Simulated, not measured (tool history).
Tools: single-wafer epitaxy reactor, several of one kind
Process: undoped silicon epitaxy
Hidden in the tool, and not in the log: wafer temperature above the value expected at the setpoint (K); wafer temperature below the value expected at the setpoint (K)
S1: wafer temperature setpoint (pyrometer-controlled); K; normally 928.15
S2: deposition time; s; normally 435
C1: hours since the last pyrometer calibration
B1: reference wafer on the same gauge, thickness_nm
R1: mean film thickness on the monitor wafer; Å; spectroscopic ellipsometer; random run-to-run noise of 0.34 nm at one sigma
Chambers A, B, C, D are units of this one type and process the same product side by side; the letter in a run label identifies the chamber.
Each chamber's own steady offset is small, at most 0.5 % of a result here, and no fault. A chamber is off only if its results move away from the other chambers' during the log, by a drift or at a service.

Run 1A, hour 7.4: usual settings; C1 42.7; B1 70.386. Result: R1 822.38 Å.
Run 2C, hour 19.5: usual settings; C1 1577.4; B1 70.462. Result: R1 809.42 Å.
Run 3D, hour 25.6: usual settings; C1 2455.2; B1 70.344. Result: R1 812.16 Å.
Run 4B, hour 32.1: usual settings; C1 977.1; B1 70.417. Result: R1 816.03 Å.
Run 5C, hour 40.1: usual settings; C1 1598.0; B1 70.384. Result: R1 816.06 Å.
Run 6B, hour 46.8: usual settings; C1 991.8; B1 70.389. Result: R1 815.40 Å.
Run 7A, hour 56.4: usual settings; C1 91.7; B1 70.388. Result: R1 820.72 Å.
Run 8D, hour 67.0: usual settings; C1 2496.6; B1 70.386. Result: R1 811.02 Å.
Run 9A, hour 78.2: usual settings but S1 917.15 K, S2 464 s; C1 113.5; B1 70.459. Result: R1 683.57 Å.
Run 10D, hour 90.5: usual settings but S1 917.15 K, S2 464 s; C1 2520.1; B1 70.480. Result: R1 679.93 Å.
Run 11B, hour 101.0: usual settings but S1 917.15 K, S2 464 s; C1 1046.0; B1 70.334. Result: R1 680.25 Å.
Run 12C, hour 107.2: usual settings but S1 917.15 K, S2 464 s; C1 1665.1; B1 70.484. Result: R1 681.15 Å.
Run 13C, hour 118.8: usual settings; C1 1676.7; B1 70.385. Result: R1 813.54 Å.
Run 14B, hour 130.8: usual settings; C1 1075.8; B1 70.423. Result: R1 806.08 Å.
Run 15D, hour 137.3: usual settings; C1 2566.9; B1 70.420. Result: R1 806.90 Å.
Run 16A, hour 149.1: usual settings; C1 184.4; B1 70.358. Result: R1 819.92 Å.
Run 17D, hour 162.1: usual settings but S1 937.15 K, S2 489 s; C1 2591.7; B1 70.378. Result: R1 1100.70 Å.
Run 18B, hour 171.0: usual settings but S1 937.15 K, S2 489 s; C1 1116.0; B1 70.417. Result: R1 1098.70 Å.
Run 19A, hour 183.7: usual settings but S1 937.15 K, S2 489 s; C1 219.0; B1 70.378. Result: R1 1116.30 Å.
Run 20C, hour 193.1: usual settings but S1 937.15 K, S2 489 s; C1 1751.0; B1 70.436. Result: R1 1105.10 Å.
Run 21C, hour 202.7: usual settings; C1 1760.6; B1 70.407. Result: R1 810.60 Å.
Run 22D, hour 212.7: usual settings; C1 2642.3; B1 70.482. Result: R1 807.13 Å.
Run 23B, hour 220.4: usual settings; C1 1165.4; B1 70.382. Result: R1 797.87 Å.
Run 24A, hour 231.8: usual settings; C1 267.1; B1 70.384. Result: R1 813.18 Å.
Run 25A, hour 241.1: usual settings; C1 276.4; B1 70.401. Result: R1 814.53 Å.
Run 26B, hour 247.3: usual settings; C1 1192.3; B1 70.358. Result: R1 798.61 Å.
Run 27D, hour 254.4: usual settings but S1 941.15 K, S2 407 s; C1 2684.0; B1 70.381. Result: R1 999.39 Å.
Run 28C, hour 262.4: usual settings but S1 941.15 K, S2 407 s; C1 1820.3; B1 70.418. Result: R1 1002.40 Å.
Run 29D, hour 272.6: usual settings but S1 941.15 K, S2 407 s; C1 2702.2; B1 70.437. Result: R1 1002.50 Å.
Run 30C, hour 285.1: usual settings but S1 941.15 K, S2 407 s; C1 1843.0; B1 70.445. Result: R1 1004.00 Å.
Run 31A, hour 293.7: usual settings; C1 329.0; B1 70.405. Result: R1 814.77 Å.
Run 32B, hour 304.5: usual settings but S1 919.15 K, S2 378 s; C1 1249.5; B1 70.378. Result: R1 567.64 Å.
Run 33D, hour 313.8: usual settings but S1 919.15 K, S2 378 s; C1 2743.4; B1 70.355. Result: R1 578.93 Å.
Run 34C, hour 324.7: usual settings but S1 919.15 K, S2 378 s; C1 1882.6; B1 70.436. Result: R1 581.58 Å.
Run 35B, hour 330.8: usual settings but S1 919.15 K, S2 378 s; C1 1275.8; B1 70.280. Result: R1 560.95 Å.
Run 36A, hour 337.1: usual settings; C1 372.4; B1 70.441. Result: R1 819.10 Å.

Predict what each chamber gives when all 4 of them run the settings below next.
Run 37A, hour 347.0: usual settings but S1 922.15 K. Result: R1 ?.
Run 37B, hour 347.0: usual settings but S1 922.15 K. Result: R1 ?.
Run 37C, hour 347.0: usual settings but S1 922.15 K. Result: R1 ?.
Run 37D, hour 347.0: usual settings but S1 922.15 K. Result: R1 ?.

run      R1
37A  716.39
37B  687.61
37C  711.53
37D  711.12
